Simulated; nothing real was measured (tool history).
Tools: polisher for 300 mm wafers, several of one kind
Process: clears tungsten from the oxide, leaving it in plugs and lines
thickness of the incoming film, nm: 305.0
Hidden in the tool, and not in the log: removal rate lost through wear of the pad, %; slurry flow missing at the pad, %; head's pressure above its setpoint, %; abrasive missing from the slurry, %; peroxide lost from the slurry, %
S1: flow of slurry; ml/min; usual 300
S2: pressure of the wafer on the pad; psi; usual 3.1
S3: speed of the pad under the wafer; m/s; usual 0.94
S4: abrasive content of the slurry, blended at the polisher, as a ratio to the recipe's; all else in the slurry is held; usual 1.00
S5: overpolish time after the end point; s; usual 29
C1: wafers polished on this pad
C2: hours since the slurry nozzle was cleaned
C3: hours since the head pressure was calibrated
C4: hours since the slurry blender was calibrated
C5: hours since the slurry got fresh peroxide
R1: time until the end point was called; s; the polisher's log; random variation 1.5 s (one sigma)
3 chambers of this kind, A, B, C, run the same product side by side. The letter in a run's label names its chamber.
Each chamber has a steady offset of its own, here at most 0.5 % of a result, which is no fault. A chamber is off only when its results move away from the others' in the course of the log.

{"hour": 0.4, "done": "chamber B: slurry blender recalibrated"}
{"hour": 3.7, "done": "chamber B: worn pad replaced by a new one"}
{"run": "1C", "hour": 7.1, "S1": 300, "S2": 3.1, "S3": 0.94, "S4": 1.0, "S5": 29, "C1": 284, "C2": 157.6, "C3": 124.2, "C4": 12.1, "C5": 44.3, "R1": 86.664}
{"run": "2A", "hour": 14.7, "S1": 300, "S2": 3.1, "S3": 0.94, "S4": 1.0, "S5": 29, "C1": 577, "C2": 103.5, "C3": 1315.2, "C4": 36.2, "C5": 112.0, "R1": 86.287}
{"hour": 19.3, "done": "chamber A: slurry tank refilled with fresh slurry and peroxide"}
{"run": "3B", "hour": 21.0, "S1": 300, "S2": 3.1, "S3": 0.94, "S4": 1.0, "S5": 29, "C1": 122, "C2": 117.1, "C3": 142.7, "C4": 20.7, "C5": 123.5, "R1": 88.945}
{"hour": 22.3, "done": "chamber A: head pressure recalibrated"}
{"run": "4A", "hour": 29.1, "S1": 300, "S2": 3.1, "S3": 0.94, "S4": 1.0, "S5": 29, "C1": 679, "C2": 117.9, "C3": 6.9, "C4": 50.6, "C5": 9.9, "R1": 89.293}
{"hour": 30.4, "done": "chamber A: worn pad replaced by a new one"}
{"run": "5C", "hour": 34.3, "S1": 300, "S2": 4.1, "S3": 0.94, "S4": 1.0, "S5": 38, "C1": 476, "C2": 184.8, "C3": 151.4, "C4": 39.3, "C5": 71.5, "R1": 69.158}
{"run": "6B", "hour": 39.6, "S1": 300, "S2": 4.1, "S3": 0.94, "S4": 1.0, "S5": 38, "C1": 253, "C2": 135.7, "C3": 161.3, "C4": 39.3, "C5": 142.1, "R1": 66.832}
{"run": "7B", "hour": 43.6, "S1": 300, "S2": 4.1, "S3": 0.94, "S4": 1.0, "S5": 38, "C1": 282, "C2": 139.7, "C3": 165.3, "C4": 43.3, "C5": 146.1, "R1": 69.087}
{"run": "8A", "hour": 50.9, "S1": 380, "S2": 3.1, "S3": 0.94, "S4": 1.0, "S5": 34, "C1": 145, "C2": 139.7, "C3": 28.7, "C4": 72.4, "C5": 31.7, "R1": 84.793}
{"run": "9C", "hour": 55.9, "S1": 380, "S2": 3.1, "S3": 0.94, "S4": 1.0, "S5": 34, "C1": 629, "C2": 206.4, "C3": 173.0, "C4": 60.9, "C5": 93.1, "R1": 88.205}
{"hour": 57.4, "done": "chamber B: slurry tank refilled with fresh slurry and peroxide"}
{"run": "10B", "hour": 64.2, "S1": 380, "S2": 3.1, "S3": 0.94, "S4": 1.0, "S5": 34, "C1": 427, "C2": 160.3, "C3": 185.9, "C4": 63.9, "C5": 6.8, "R1": 87.199}
{"run": "11C", "hour": 72.5, "S1": 300, "S2": 3.1, "S3": 0.94, "S4": 1.0, "S5": 29, "C1": 746, "C2": 223.0, "C3": 189.6, "C4": 77.5, "C5": 109.7, "R1": 88.37}
{"run": "12A", "hour": 77.1, "S1": 300, "S2": 3.1, "S3": 0.94, "S4": 1.0, "S5": 29, "C1": 330, "C2": 165.9, "C3": 54.9, "C4": 98.6, "C5": 57.9, "R1": 89.534}
{"run": "13A", "hour": 81.2, "S1": 300, "S2": 3.6, "S3": 0.94, "S4": 0.7, "S5": 29, "C1": 359, "C2": 170.0, "C3": 59.0, "C4": 102.7, "C5": 62.0, "R1": 81.478}
{"run": "14C", "hour": 85.8, "S1": 300, "S2": 3.6, "S3": 0.94, "S4": 0.7, "S5": 29, "C1": 840, "C2": 236.3, "C3": 202.9, "C4": 90.8, "C5": 123.0, "R1": 81.738}
{"run": "15B", "hour": 92.1, "S1": 300, "S2": 3.6, "S3": 0.94, "S4": 0.7, "S5": 29, "C1": 624, "C2": 188.2, "C3": 213.8, "C4": 91.8, "C5": 34.7, "R1": 84.917}
{"run": "16C", "hour": 97.8, "S1": 300, "S2": 3.1, "S3": 0.94, "S4": 1.0, "S5": 29, "C1": 924, "C2": 248.3, "C3": 214.9, "C4": 102.8, "C5": 135.0, "R1": 87.544}
{"hour": 101.9, "done": "chamber A: slurry blender recalibrated"}
{"run": "17A", "hour": 106.0, "S1": 360, "S2": 3.1, "S3": 0.94, "S4": 1.0, "S5": 29, "C1": 534, "C2": 194.8, "C3": 83.8, "C4": 4.1, "C5": 86.8, "R1": 87.362}
{"hour": 109.2, "done": "chamber C: slurry tank refilled with fresh slurry and peroxide"}
{"run": "18B", "hour": 111.8, "S1": 360, "S2": 3.1, "S3": 0.94, "S4": 1.0, "S5": 29, "C1": 763, "C2": 207.9, "C3": 233.5, "C4": 111.5, "C5": 54.4, "R1": 84.194}
{"hour": 116.8, "done": "chamber A: worn pad replaced by a new one"}
{"hour": 118.0, "done": "chamber A: slurry tank refilled with fresh slurry and peroxide"}
{"run": "19A", "hour": 119.5, "S1": 360, "S2": 3.1, "S3": 0.94, "S4": 1.0, "S5": 29, "C1": 19, "C2": 208.3, "C3": 97.3, "C4": 17.6, "C5": 1.5, "R1": 89.068}
{"run": "20B", "hour": 126.0, "S1": 300, "S2": 3.1, "S3": 0.94, "S4": 1.0, "S5": 29, "C1": 863, "C2": 222.1, "C3": 247.7, "C4": 125.7, "C5": 68.6, "R1": 89.139}
{"hour": 130.0, "done": "chamber C: slurry blender recalibrated"}
{"run": "21C", "hour": 130.4, "S1": 300, "S2": 3.1, "S3": 0.94, "S4": 1.0, "S5": 29, "C1": 1155, "C2": 280.9, "C3": 247.5, "C4": 0.4, "C5": 21.2, "R1": 89.255}
{"run": "22C", "hour": 134.3, "S1": 300, "S2": 3.1, "S3": 0.94, "S4": 1.0, "S5": 29, "C1": 1182, "C2": 284.8, "C3": 251.4, "C4": 4.3, "C5": 25.1, "R1": 88.41}
{"run": "23B", "hour": 140.9, "S1": 360, "S2": 3.1, "S3": 0.94, "S4": 1.25, "S5": 29, "C1": 969, "C2": 237.0, "C3": 262.6, "C4": 140.6, "C5": 83.5, "R1": 81.868}
{"hour": 145.3, "done": "chamber C: worn pad replaced by a new one"}
{"run": "24A", "hour": 146.9, "S1": 360, "S2": 3.1, "S3": 0.94, "S4": 1.25, "S5": 29, "C1": 213, "C2": 235.7, "C3": 124.7, "C4": 45.0, "C5": 28.9, "R1": 80.824}
{"run": "25C", "hour": 154.9, "S1": 360, "S2": 3.1, "S3": 0.94, "S4": 1.25, "S5": 29, "C1": 68, "C2": 305.4, "C3": 272.0, "C4": 24.9, "C5": 45.7, "R1": 81.788}
{"hour": 156.6, "done": "chamber C: slurry nozzle cleaned"}
{"run": "26B", "hour": 158.8, "S1": 300, "S2": 3.1, "S3": 0.94, "S4": 1.0, "S5": 29, "C1": 1095, "C2": 254.9, "C3": 280.5, "C4": 158.5, "C5": 101.4, "R1": 89.376}
{"run": "27A", "hour": 164.3, "S1": 300, "S2": 3.1, "S3": 0.94, "S4": 1.0, "S5": 29, "C1": 336, "C2": 253.1, "C3": 142.1, "C4": 62.4, "C5": 46.3, "R1": 88.547}
{"run": "28C", "hour": 169.2, "S1": 300, "S2": 3.6, "S3": 0.94, "S4": 1.0, "S5": 29, "C1": 169, "C2": 12.6, "C3": 286.3, "C4": 39.2, "C5": 60.0, "R1": 76.284}
{"run": "29B", "hour": 173.0, "S1": 300, "S2": 3.6, "S3": 0.94, "S4": 1.0, "S5": 29, "C1": 1195, "C2": 269.1, "C3": 294.7, "C4": 172.7, "C5": 115.6, "R1": 75.778}
{"hour": 175.9, "done": "chamber B: slurry blender recalibrated"}
{"run": "30A", "hour": 179.8, "S1": 300, "S2": 3.6, "S3": 0.94, "S4": 1.0, "S5": 29, "C1": 445, "C2": 268.6, "C3": 157.6, "C4": 77.9, "C5": 61.8, "R1": 78.29}
{"run": "31B", "hour": 185.0, "S1": 300, "S2": 3.1, "S3": 0.94, "S4": 1.0, "S5": 29, "C1": 1280, "C2": 281.1, "C3": 306.7, "C4": 9.2, "C5": 127.6, "R1": 91.323}

All 3 chambers run these settings next. Forecast each chamber's results:
{"run": "32A", "hour": 191.2, "S1": 300, "S2": 4.2, "S3": 0.94, "S4": 1.0, "S5": 29, "R1": "?"}
{"run": "32B", "hour": 191.2, "S1": 300, "S2": 4.2, "S3": 0.94, "S4": 1.0, "S5": 29, "R1": "?"}
{"run": "32C", "hour": 191.2, "S1": 300, "S2": 4.2, "S3": 0.94, "S4": 1.0, "S5": 29, "R1": "?"}

run=32A R1=66.260
run=32B R1=66.371
run=32C R1=65.155

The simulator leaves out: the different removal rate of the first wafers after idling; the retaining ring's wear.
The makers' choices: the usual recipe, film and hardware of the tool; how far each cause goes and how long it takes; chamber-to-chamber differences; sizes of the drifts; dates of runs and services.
